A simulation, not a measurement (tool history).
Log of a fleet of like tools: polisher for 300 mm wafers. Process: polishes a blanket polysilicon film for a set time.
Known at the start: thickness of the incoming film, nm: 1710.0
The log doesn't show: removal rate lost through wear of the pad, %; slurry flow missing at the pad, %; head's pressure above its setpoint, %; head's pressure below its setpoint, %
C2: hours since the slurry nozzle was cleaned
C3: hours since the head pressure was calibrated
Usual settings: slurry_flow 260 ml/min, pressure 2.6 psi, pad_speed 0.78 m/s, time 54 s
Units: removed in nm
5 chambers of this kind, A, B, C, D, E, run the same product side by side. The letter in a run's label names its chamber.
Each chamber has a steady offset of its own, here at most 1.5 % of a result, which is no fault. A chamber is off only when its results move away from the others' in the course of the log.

-- hour=1.1 chamber C: head pressure recalibrated
run 1A hour=2.6 | slurry_flow=260 pressure=2.6 pad_speed=0.78 time=54 | wafers_polished_on_this_pad=66 C2=176.1 C3=669.1 | removed=282.24
run 2D hour=5.5 | slurry_flow=260 pressure=2.6 pad_speed=0.78 time=54 | wafers_polished_on_this_pad=438 C2=17.3 C3=314.0 | removed=278.05
run 3E hour=9.7 | slurry_flow=260 pressure=2.6 pad_speed=0.78 time=54 | wafers_polished_on_this_pad=591 C2=76.3 C3=183.0 | removed=283.36
-- hour=10.4 chamber E: worn pad replaced by a new one
run 4C hour=12.0 | slurry_flow=260 pressure=2.6 pad_speed=0.78 time=54 | wafers_polished_on_this_pad=637 C2=152.0 C3=11.0 | removed=283.44
run 5B hour=16.3 | slurry_flow=260 pressure=2.6 pad_speed=0.78 time=54 | wafers_polished_on_this_pad=355 C2=225.8 C3=217.9 | removed=282.29
run 6D hour=20.5 | slurry_flow=260 pressure=2.6 pad_speed=1.04 time=43 | wafers_polished_on_this_pad=553 C2=32.3 C3=329.0 | removed=290.81
run 7C hour=23.1 | slurry_flow=260 pressure=2.6 pad_speed=1.04 time=43 | wafers_polished_on_this_pad=722 C2=163.1 C3=22.1 | removed=300.43
run 8E hour=26.0 | slurry_flow=260 pressure=2.6 pad_speed=1.04 time=43 | wafers_polished_on_this_pad=120 C2=92.6 C3=199.3 | removed=303.11
run 9A hour=29.8 | slurry_flow=260 pressure=2.6 pad_speed=1.04 time=43 | wafers_polished_on_this_pad=274 C2=203.3 C3=696.3 | removed=302.70
run 10B hour=32.0 | slurry_flow=260 pressure=2.6 pad_speed=1.04 time=43 | wafers_polished_on_this_pad=475 C2=241.5 C3=233.6 | removed=301.55
run 11C hour=34.2 | slurry_flow=260 pressure=2.6 pad_speed=0.78 time=54 | wafers_polished_on_this_pad=807 C2=174.2 C3=33.2 | removed=285.92
run 12B hour=36.8 | slurry_flow=260 pressure=2.6 pad_speed=0.78 time=54 | wafers_polished_on_this_pad=512 C2=246.3 C3=238.4 | removed=279.46
run 13A hour=39.0 | slurry_flow=260 pressure=2.6 pad_speed=0.78 time=54 | wafers_polished_on_this_pad=345 C2=212.5 C3=705.5 | removed=281.62
run 14E hour=41.5 | slurry_flow=260 pressure=2.6 pad_speed=0.78 time=54 | wafers_polished_on_this_pad=239 C2=108.1 C3=214.8 | removed=280.09
run 15D hour=45.2 | slurry_flow=260 pressure=2.6 pad_speed=0.78 time=54 | wafers_polished_on_this_pad=743 C2=57.0 C3=353.7 | removed=270.90
run 16E hour=47.8 | slurry_flow=260 pressure=2.6 pad_speed=0.78 time=54 | wafers_polished_on_this_pad=287 C2=114.4 C3=221.1 | removed=282.44
-- hour=49.5 chamber A: head pressure recalibrated
run 17C hour=50.3 | slurry_flow=260 pressure=2.6 pad_speed=0.78 time=54 | wafers_polished_on_this_pad=931 C2=190.3 C3=49.3 | removed=285.18
-- hour=51.9 chamber C: worn pad replaced by a new one
run 18D hour=52.9 | slurry_flow=260 pressure=2.6 pad_speed=0.78 time=54 | wafers_polished_on_this_pad=802 C2=64.7 C3=361.4 | removed=272.91
run 19A hour=56.9 | slurry_flow=260 pressure=2.6 pad_speed=0.78 time=54 | wafers_polished_on_this_pad=483 C2=230.4 C3=7.4 | removed=281.70
run 20B hour=60.3 | slurry_flow=260 pressure=2.6 pad_speed=0.78 time=54 | wafers_polished_on_this_pad=693 C2=269.8 C3=261.9 | removed=281.53
run 21B hour=62.6 | slurry_flow=315 pressure=2.6 pad_speed=0.78 time=54 | wafers_polished_on_this_pad=710 C2=272.1 C3=264.2 | removed=287.60
run 22D hour=65.0 | slurry_flow=315 pressure=2.6 pad_speed=0.78 time=54 | wafers_polished_on_this_pad=895 C2=76.8 C3=373.5 | removed=274.87
run 23C hour=69.2 | slurry_flow=315 pressure=2.6 pad_speed=0.78 time=54 | wafers_polished_on_this_pad=133 C2=209.2 C3=68.2 | removed=285.17
run 24A hour=72.3 | slurry_flow=315 pressure=2.6 pad_speed=0.78 time=54 | wafers_polished_on_this_pad=601 C2=245.8 C3=22.8 | removed=286.63
run 25E hour=74.3 | slurry_flow=315 pressure=2.6 pad_speed=0.78 time=54 | wafers_polished_on_this_pad=491 C2=140.9 C3=247.6 | removed=287.00
run 26D hour=77.7 | slurry_flow=260 pressure=2.6 pad_speed=0.78 time=54 | wafers_polished_on_this_pad=992 C2=89.5 C3=386.2 | removed=268.20
-- hour=78.5 chamber B: worn pad replaced by a new one
run 27B hour=80.4 | slurry_flow=260 pressure=2.2 pad_speed=0.78 time=72 | wafers_polished_on_this_pad=14 C2=289.9 C3=282.0 | removed=318.37
-- hour=83.9 chamber D: worn pad replaced by a new one
run 28A hour=84.4 | slurry_flow=260 pressure=2.2 pad_speed=0.78 time=72 | wafers_polished_on_this_pad=694 C2=257.9 C3=34.9 | removed=316.55
run 29C hour=86.3 | slurry_flow=260 pressure=2.2 pad_speed=0.78 time=72 | wafers_polished_on_this_pad=264 C2=226.3 C3=85.3 | removed=317.91
run 30E hour=88.9 | slurry_flow=260 pressure=2.2 pad_speed=0.78 time=72 | wafers_polished_on_this_pad=603 C2=155.5 C3=262.2 | removed=319.25
run 31E hour=90.8 | slurry_flow=260 pressure=2.2 pad_speed=0.78 time=72 | wafers_polished_on_this_pad=618 C2=157.4 C3=264.1 | removed=316.78
run 32B hour=95.1 | slurry_flow=260 pressure=2.6 pad_speed=0.78 time=54 | wafers_polished_on_this_pad=127 C2=304.6 C3=296.7 | removed=284.61
-- hour=95.3 chamber E: worn pad replaced by a new one
run 33C hour=99.3 | slurry_flow=260 pressure=2.6 pad_speed=0.78 time=54 | wafers_polished_on_this_pad=364 C2=239.3 C3=98.3 | removed=280.39
run 34D hour=103.4 | slurry_flow=260 pressure=2.6 pad_speed=0.78 time=54 | wafers_polished_on_this_pad=150 C2=115.2 C3=411.9 | removed=260.85
-- hour=103.8 chamber A: worn pad replaced by a new one
run 35A hour=105.8 | slurry_flow=260 pressure=2.6 pad_speed=0.78 time=54 | wafers_polished_on_this_pad=15 C2=279.3 C3=56.3 | removed=283.90
-- hour=107.7 chamber E: head pressure recalibrated
run 36D hour=108.4 | slurry_flow=260 pressure=2.6 pad_speed=0.78 time=54 | wafers_polished_on_this_pad=188 C2=120.2 C3=416.9 | removed=260.21
run 37E hour=111.4 | slurry_flow=260 pressure=2.6 pad_speed=0.78 time=54 | wafers_polished_on_this_pad=123 C2=178.0 C3=3.7 | removed=287.52
run 38A hour=113.9 | slurry_flow=260 pressure=2.6 pad_speed=0.78 time=54 | wafers_polished_on_this_pad=78 C2=287.4 C3=64.4 | removed=283.16
run 39B hour=116.3 | slurry_flow=315 pressure=2.6 pad_speed=0.78 time=54 | wafers_polished_on_this_pad=290 C2=325.8 C3=317.9 | removed=286.81
run 40C hour=118.4 | slurry_flow=315 pressure=2.6 pad_speed=0.78 time=54 | wafers_polished_on_this_pad=510 C2=258.4 C3=117.4 | removed=284.82

Is one chamber off against the others, does the gauge drift, or is nothing wrong? If a chamber is off, say which, and what the likeliest cause is.

Chamber D drifts away from the others.
Cause: head's pressure below its setpoint, % = 7.14.
The log may not tell that from: slurry flow missing at the pad, %.

Here are 4 candidates for chamber D's next run, each the usual settings with a change, their results left as question marks. Which one brings its results back in line with what the others give on the usual settings?
In line means no further than this from the other chambers' mean on the usual settings: removed 6.60 nm
run 41D-1 hour=121.5 | slurry_flow=260 pressure=2.5 pad_speed=0.78 time=54 | removed=?
run 41D-2 hour=121.5 | slurry_flow=260 pressure=2.7 pad_speed=0.80 time=55 | removed=?
run 41D-3 hour=121.5 | slurry_flow=260 pressure=2.6 pad_speed=0.80 time=55 | removed=?
run 41D-4 hour=121.5 | slurry_flow=260 pressure=2.4 pad_speed=0.78 time=54 | removed=?

The other chambers' mean on the usual settings: removed 282.68 nm
run=41D-1 removed=248.88
run=41D-2 removed=280.93
run=41D-3 removed=270.41
run=41D-4 removed=238.80
41D-2 brings the chamber back in line.
